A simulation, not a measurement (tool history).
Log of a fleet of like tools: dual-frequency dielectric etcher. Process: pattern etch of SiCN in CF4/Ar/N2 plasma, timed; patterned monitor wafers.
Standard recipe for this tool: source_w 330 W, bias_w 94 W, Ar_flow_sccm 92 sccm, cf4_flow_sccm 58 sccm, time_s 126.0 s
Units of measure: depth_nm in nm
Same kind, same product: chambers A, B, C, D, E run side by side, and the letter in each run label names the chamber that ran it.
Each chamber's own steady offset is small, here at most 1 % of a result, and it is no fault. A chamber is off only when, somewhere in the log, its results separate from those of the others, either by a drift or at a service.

run	hour	source_w	bias_w	Ar_flow_sccm	cf4_flow_sccm	time_s	hours since the last wet clean	hours since the last source power generator calibration	hours since the last bias power generator calibration	hours since the last Ar flow controller change	hours since the last CF4 flow controller change	read-back reference wafer on the same gauge, depth_nm	depth_nm
1C	9.3	330	94	92	58	126.0	259.2	1018.2	1618.8	861.5	5021.7	74.224	88.924
2D	16.3	330	94	92	58	126.0	155.2	4032.1	4172.3	1001.6	486.8	74.232	89.194
3A	25.2	330	94	92	58	126.0	98.9	1869.0	1747.5	1195.3	1233.0	74.255	89.821
4E	33.1	330	94	92	58	126.0	569.9	814.3	1838.8	1195.8	299.3	74.254	89.073
5B	38.5	400	94	92	58	160.5	73.2	1642.5	1474.8	621.5	1511.8	74.289	135.220
# hour 46.5: chamber B: CF4 flow controller replaced
6E	48.0	400	94	92	58	160.5	584.8	829.2	1853.7	1210.7	314.2	74.253	133.650
7A	57.9	400	94	92	58	160.5	131.6	1901.7	1780.2	1228.0	1265.7	74.304	134.690
8D	63.0	400	94	92	58	160.5	201.9	4078.8	4219.0	1048.3	533.5	74.356	134.220
# hour 64.9: chamber E: wet clean of the chamber
9B	71.6	400	94	92	58	160.5	106.3	1675.6	1507.9	654.6	25.2	74.360	135.910
10C	82.8	330	94	92	63	109.5	332.7	1091.7	1692.3	935.0	5095.2	74.361	78.477
11C	88.9	330	94	92	63	109.5	338.8	1097.8	1698.4	941.1	5101.3	74.373	78.695
12B	98.5	330	94	92	63	109.5	133.2	1702.5	1534.8	681.5	52.1	74.394	79.320
13E	105.3	330	94	92	63	109.5	40.4	886.5	1911.0	1268.0	371.5	74.430	78.586
14A	110.9	330	94	92	63	109.5	184.6	1954.7	1833.2	1281.0	1318.7	74.406	79.019
# hour 114.6: chamber D: source power generator calibrated
15D	119.3	330	94	92	58	126.0	258.2	4.7	4275.3	1104.6	589.8	74.438	89.108
16A	128.5	330	94	92	58	126.0	202.2	1972.3	1850.8	1298.6	1336.3	74.418	90.092
17C	133.5	330	94	92	58	126.0	383.4	1142.4	1743.0	985.7	5145.9	74.438	89.437
18E	141.5	330	94	92	58	126.0	76.6	922.7	1947.2	1304.2	407.7	74.471	89.477
19B	146.6	330	94	92	58	126.0	181.3	1750.6	1582.9	729.6	100.2	74.498	90.023
20D	153.2	330	94	92	58	126.0	292.1	38.6	4309.2	1138.5	623.7	74.501	89.294
21D	164.0	330	94	92	58	126.0	302.9	49.4	4320.0	1149.3	634.5	74.499	88.977
22E	170.7	330	94	92	58	126.0	105.8	951.9	1976.4	1333.4	436.9	74.500	89.532
23C	176.3	330	94	92	58	126.0	426.2	1185.2	1785.8	1028.5	5188.7	74.528	89.758
24A	182.8	330	94	92	58	126.0	256.5	2026.6	1905.1	1352.9	1390.6	74.564	90.308
# hour 188.5: chamber B: source power generator calibrated
25B	193.6	330	94	92	58	126.0	228.3	5.2	1629.9	776.6	147.2	74.550	90.082
26A	202.6	330	94	92	58	126.0	276.3	2046.4	1924.9	1372.7	1410.4	74.574	90.494
# hour 208.0: chamber C: bias power generator calibrated
27C	210.8	330	94	92	58	126.0	460.7	1219.7	2.9	1063.0	5223.2	74.591	89.909
28B	216.2	330	113	92	58	152.5	250.9	27.8	1652.5	799.2	169.8	74.557	117.250
29D	225.8	330	113	92	58	152.5	364.7	111.2	4381.8	1211.1	696.3	74.618	116.290
30E	234.8	330	113	92	58	152.5	169.9	1016.0	2040.5	1397.5	501.0	74.647	116.390
31B	245.4	330	113	92	58	152.5	280.1	57.0	1681.7	828.4	199.0	74.653	117.190
32A	253.8	330	113	92	58	152.5	327.5	2097.6	1976.1	1423.9	1461.6	74.667	117.430

Has any chamber moved away from the others, gradually or after a service, or does the common gauge drift, or do the chambers differ only by their own small steady offsets? State the chamber and the most likely cause if one applies.

It is the gauge, not a chamber: its drift shows up in every chamber's results at once, and no chamber is off.
What lies behind it: gauge reads high (%) = 0.651.
